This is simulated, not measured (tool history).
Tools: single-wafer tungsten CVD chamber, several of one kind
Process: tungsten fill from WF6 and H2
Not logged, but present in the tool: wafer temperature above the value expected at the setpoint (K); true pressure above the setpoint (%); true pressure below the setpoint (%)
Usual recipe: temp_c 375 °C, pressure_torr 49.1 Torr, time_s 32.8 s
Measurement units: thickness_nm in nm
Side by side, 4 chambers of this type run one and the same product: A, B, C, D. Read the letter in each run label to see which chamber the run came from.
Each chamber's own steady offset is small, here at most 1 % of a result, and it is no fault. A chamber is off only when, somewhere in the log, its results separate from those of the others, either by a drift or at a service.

run,hour,temp_c,pressure_torr,time_s,hours since the last thermocouple change,hours since the last manometer calibration,"read-back reference wafer on the same gauge, thickness_nm",thickness_nm
1C,2.9,375,49.1,32.8,760.9,2311,60.173,74.003
2D,6.5,375,49.1,32.8,2248.8,303.1,60.176,73.48
3A,10.3,375,49.1,32.8,121.7,884.5,60.261,73.876
4B,13.6,375,49.1,32.8,1459.9,975.3,60.206,73.456
5C,17.6,387,53.6,32.8,775.6,2325.7,60.214,98.361
6D,21.1,387,53.6,32.8,2263.4,317.7,60.197,98.006
7A,24.6,387,53.6,32.8,136,898.8,60.224,98.556
# hour 26.2: chamber D: thermocouple changed; heater temperature recalibrated
8B,27.8,387,53.6,32.8,1474.1,989.5,60.202,98.026
9A,30.9,375,49.1,32.8,142.3,905.1,60.205,74.256
10C,33.9,375,49.1,32.8,791.9,2342,60.194,73.983
11D,38,375,49.1,32.8,11.9,334.6,60.214,73.494
12B,40.6,375,49.1,32.8,1486.9,1002.3,60.237,73.47
13B,43.1,375,49.1,32.8,1489.4,1004.8,60.203,73.123
14D,46.7,375,49.1,32.8,20.6,343.3,60.223,73.736
15A,50.4,375,49.1,32.8,161.8,924.6,60.19,73.872
16C,53.6,375,49.1,32.8,811.6,2361.7,60.22,74.411
17D,56.6,375,49.1,32.8,30.5,353.2,60.212,73.814
18B,60.8,375,49.1,32.8,1507.1,1022.5,60.211,73.471
19A,64.9,375,49.1,32.8,176.3,939.1,60.195,73.972
20C,67.7,375,57.3,32.8,825.7,2375.8,60.238,79.565
21D,71.7,375,57.3,32.8,45.6,368.3,60.188,78.485
22C,75.4,375,57.3,32.8,833.4,2383.5,60.208,79.665
23B,78.1,375,57.3,32.8,1524.4,1039.8,60.178,78.983
24A,80,375,49.1,32.8,191.4,954.2,60.172,74.09
25B,82.3,375,49.1,37.5,1528.6,1044,60.211,83.703
26D,84.3,375,49.1,37.5,58.2,380.9,60.256,83.162
27A,87.8,375,49.1,37.5,199.2,962,60.212,84.989
28C,91.9,375,49.1,37.5,849.9,2400,60.197,85.111
29D,94.1,366,43,32.8,68,390.7,60.228,56.53
30A,97.3,366,43,32.8,208.7,971.5,60.183,57.715
31B,101.4,366,43,32.8,1547.7,1063.1,60.194,57.024
32C,105.1,366,43,32.8,863.1,2413.2,60.212,58.058
33B,108,375,49.1,32.8,1554.3,1069.7,60.213,73.153
34D,110.4,375,49.1,32.8,84.3,407,60.202,72.731
35A,112.7,375,49.1,32.8,224.1,986.9,60.147,74.015
36C,116.2,375,49.1,32.8,874.2,2424.3,60.215,74.326
37D,120.3,375,49.1,37,94.2,416.9,60.21,81.74
38A,124,375,49.1,37,235.4,998.2,60.159,83.519
39C,125.9,375,49.1,37,883.9,2434,60.203,83.848
40B,129.8,375,49.1,37,1576.1,1091.5,60.234,82.749
41C,132.2,375,58.4,32.8,890.2,2440.3,60.195,80.028
42D,136.3,375,58.4,32.8,110.2,432.9,60.195,77.188
43A,138.4,375,58.4,32.8,249.8,1012.6,60.207,80.171

Next, all 4 chambers run the settings below, one line each with question marks for the results. What does each chamber give?
44A,141.6,375,49.1,30.6,,,,?
44B,141.6,375,49.1,30.6,,,,?
44C,141.6,375,49.1,30.6,,,,?
44D,141.6,375,49.1,30.6,,,,?

run,thickness_nm
44A,69.406
44B,68.463
44C,69.446
44D,67.245
